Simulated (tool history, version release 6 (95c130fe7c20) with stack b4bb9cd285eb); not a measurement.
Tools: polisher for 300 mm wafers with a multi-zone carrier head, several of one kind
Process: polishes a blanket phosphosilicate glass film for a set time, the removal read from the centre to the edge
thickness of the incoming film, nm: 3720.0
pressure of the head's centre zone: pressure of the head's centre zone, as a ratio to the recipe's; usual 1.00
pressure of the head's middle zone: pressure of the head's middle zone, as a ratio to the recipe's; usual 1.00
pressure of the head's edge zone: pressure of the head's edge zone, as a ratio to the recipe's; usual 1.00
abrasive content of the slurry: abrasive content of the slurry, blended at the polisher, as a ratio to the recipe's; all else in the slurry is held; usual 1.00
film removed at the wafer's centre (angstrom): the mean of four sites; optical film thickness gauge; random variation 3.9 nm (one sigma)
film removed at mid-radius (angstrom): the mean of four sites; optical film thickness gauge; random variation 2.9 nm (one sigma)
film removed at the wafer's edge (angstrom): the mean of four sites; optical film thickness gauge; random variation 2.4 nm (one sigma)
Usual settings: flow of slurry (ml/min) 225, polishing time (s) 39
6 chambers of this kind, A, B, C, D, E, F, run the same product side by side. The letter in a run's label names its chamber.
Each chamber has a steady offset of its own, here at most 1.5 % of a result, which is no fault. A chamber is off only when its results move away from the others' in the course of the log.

run   hour  flow of slurry (ml/min)  pressure of the head's centre zone  pressure of the head's middle zone  pressure of the head's edge zone  abrasive content of the slurry  polishing time (s)  film removed at the wafer's centre (angstrom)  film removed at mid-radius (angstrom)  film removed at the wafer's edge (angstrom)
       2.2  -- chamber A: slurry nozzle cleaned
 1A    6.9                      225                                1.00                                1.00                              1.00                            1.00                  39                                         2815.6                                 2832.0                                       2827.3
 2F   17.4                      225                                1.00                                1.00                              1.00                            1.00                  39                                         2854.3                                 2853.2                                       2822.8
      29.8  -- chamber A: worn pad replaced by a new one
 3B   31.5                      225                                1.00                                1.00                              1.00                            1.00                  39                                         2795.5                                 2797.8                                       2787.7
 4D   41.6                      225                                1.00                                1.00                              1.00                            1.00                  39                                         2799.9                                 2838.9                                       2820.6
 5E   53.3                      225                                1.00                                1.00                              0.88                            1.15                  39                                         2995.6                                 2911.0                                       2775.0
      59.5  -- chamber E: worn pad replaced by a new one
      67.7  -- chamber F: worn pad replaced by a new one
 6C   68.0                      225                                1.00                                1.00                              0.88                            1.15                  39                                         2917.6                                 2962.7                                       2789.0
      82.8  -- chamber B: worn pad replaced by a new one
 7D   83.9                      225                                1.00                                1.00                              0.88                            1.15                  39                                         3019.7                                 2931.2                                       2786.2
      88.9  -- chamber C: worn pad replaced by a new one
 8E   97.7                      225                                1.00                                1.00                              0.88                            1.15                  39                                         2978.8                                 2988.2                                       2792.9
 9F  104.7                      225                                1.00                                1.00                              0.88                            1.15                  39                                         2901.5                                 3013.5                                       2800.8
     108.6  -- chamber B: slurry nozzle cleaned
     117.7  -- chamber B: centre zone pressure recalibrated
10A  120.4                      225                                1.00                                1.00                              0.88                            1.15                  39                                         2923.3                                 3021.8                                       2823.0
     124.8  -- chamber A: worn pad replaced by a new one
11C  129.7                      225                                1.00                                1.00                              1.00                            1.00                  39                                         2773.0                                 2826.2                                       2807.1
12B  139.7                      225                                1.00                                1.00                              1.00                            1.00                  39                                         2766.0                                 2823.5                                       2803.1
     151.0  -- chamber F: worn pad replaced by a new one
13F  154.7                      225                                1.00                                1.00                              1.00                            1.00                  39                                         2796.1                                 2843.6                                       2834.1
     157.2  -- chamber E: worn pad replaced by a new one
14C  169.3                      225                                1.00                                1.00                              1.00                            1.00                  39                                         2716.5                                 2783.9                                       2807.2
15B  183.9                      225                                1.00                                1.00                              1.00                            1.00                  39                                         2816.6                                 2771.9                                       2840.6
16E  194.1                      225                                1.00                                1.00                              1.00                            1.00                  39                                         2759.3                                 2708.8                                       2791.6
17D  202.3                      225                                1.00                                1.00                              1.00                            1.00                  39                                         2816.0                                 2738.4                                       2708.4
     203.3  -- chamber C: worn pad replaced by a new one
     213.0  -- chamber A: worn pad replaced by a new one
18A  215.4                      225                                1.00                                1.00                              1.00                            1.00                  39                                         2776.5                                 2862.5                                       2790.2
     225.6  -- chamber B: worn pad replaced by a new one
19A  228.0                      225                                1.00                                1.00                              1.00                            1.00                  39                                         2757.4                                 2820.4                                       2830.6
     228.5  -- chamber F: worn pad replaced by a new one
     238.4  -- chamber E: worn pad replaced by a new one
20F  238.7                      225                                1.00                                1.00                              1.00                            1.00                  39                                         2839.9                                 2789.3                                       2806.1
     242.4  -- chamber A: centre zone pressure recalibrated
     242.9  -- chamber D: slurry nozzle cleaned
21B  247.2                      225                                1.00                                1.00                              1.00                            1.00                  39                                         2833.7                                 2792.9                                       2807.7
     248.5  -- chamber D: edge zone pressure recalibrated
22E  259.2                      225                                1.00                                1.00                              1.00                            1.00                  39                                         2777.6                                 2774.8                                       2783.5
23C  273.8                      225                                1.00                                1.00                              1.00                            1.00                  39                                         2814.3                                 2784.4                                       2794.5
24D  287.6                      225                                1.00                                1.00                              1.00                            1.00                  39                                         2757.9                                 2698.6                                       2713.2
25A  297.1                      225                                1.00                                1.00                              1.00                            1.00                  39                                         2767.2                                 2830.3                                       2851.4
     308.5  -- chamber A: worn pad replaced by a new one
26F  309.0                      225                                1.00                                1.00                              1.00                            1.00                  39                                         2804.6                                 2791.2                                       2773.1
     309.9  -- chamber F: worn pad replaced by a new one
     314.6  -- chamber E: worn pad replaced by a new one
27C  317.0                      225                                1.00                                1.00                              1.00                            1.00                  39                                         2727.0                                 2761.8                                       2847.0
     318.7  -- chamber C: worn pad replaced by a new one
28E  324.3                      225                                1.00                                1.00                              1.00                            1.00                  39                                         2736.1                                 2793.4                                       2791.7
29B  337.0                      225                                0.96                                1.06                              1.00                            1.00                  39                                         2649.8                                 3014.2                                       2828.5
     342.1  -- chamber F: slurry nozzle cleaned
30D  347.5                      225                                0.96                                1.06                              1.00                            1.00                  39                                         2569.3                                 2786.4                                       2685.2
     349.6  -- chamber B: worn pad replaced by a new one
31B  359.4                      225                                0.96                                1.06                              1.00                            1.00                  39                                         2672.5                                 2986.0                                       2829.1
32C  368.3                      225                                0.96                                1.06                              1.00                            1.00                  39                                         2675.6                                 2984.2                                       2790.3
33E  376.1                      225                                0.96                                1.06                              1.00                            1.00                  39                                         2669.7                                 2928.6                                       2759.7
34F  387.4                      225                                0.96                                1.06                              1.00                            1.00                  39                                         2702.9                                 2960.0                                       2816.1
     394.7  -- chamber A: worn pad replaced by a new one
35A  394.9                      155                                1.00                                1.00                              1.00                            1.00                  39                                         2637.5                                 2663.8                                       2719.3
     396.0  -- chamber F: worn pad replaced by a new one
36D  405.0                      155                                1.00                                1.00                              1.00                            1.00                  39                                         2495.0                                 2430.2                                       2499.7
37C  416.1                      155                                1.00                                1.00                              1.00                            1.00                  39                                         2547.5                                 2656.9                                       2668.2
38F  429.7                      155                                1.00                                1.00                              1.00                            1.00                  39                                         2669.2                                 2685.8                                       2741.5
39A  445.6                      155                                1.00                                1.00                              1.00                            1.00                  39                                         2645.1                                 2650.6                                       2688.1

Is one chamber off against the others, does the gauge drift, or is nothing wrong? If a chamber is off, say which, and what the likeliest cause is.

Chamber D drifts away from the others.
Cause: removal rate lost through wear of the pad, % = 8.39.

Here are 4 candidates for chamber D's next run, each the usual settings with a change, their results left as question marks. Which one brings its results back in line with what the others give on the usual settings?
In line means no further than this from the other chambers' mean on the usual settings: film removed at the wafer's centre (angstrom) 130.0; film removed at mid-radius (angstrom) 100.0; film removed at the wafer's edge (angstrom) 84.0
40D-1  457.0                      225                                1.02                                0.99                              0.99                            1.00                  36                                              ?                                      ?                                            ?
40D-2  457.0                      225                                1.03                                0.98                              0.99                            0.95                  33                                              ?                                      ?                                            ?
40D-3  457.0                      225                                0.98                                1.01                              1.01                            1.00                  42                                              ?                                      ?                                            ?
40D-4  457.0                      225                                0.97                                1.02                              1.01                            1.05                  46                                              ?                                      ?                                            ?

The other chambers' mean on the usual settings: film removed at the wafer's centre (angstrom) 2786.0; film removed at mid-radius (angstrom) 2804.9; film removed at the wafer's edge (angstrom) 2808.9
  run  film removed at the wafer's centre (angstrom)  film removed at mid-radius (angstrom)  film removed at the wafer's edge (angstrom)
40D-1                                         2432.4                                 2345.2                                       2367.2
40D-2                                         2202.0                                 2081.1                                       2120.4
40D-3                                         2714.8                                 2786.5                                       2789.8
40D-4                                         3003.7                                 3146.4                                       3121.5
40D-3 brings the chamber back in line.
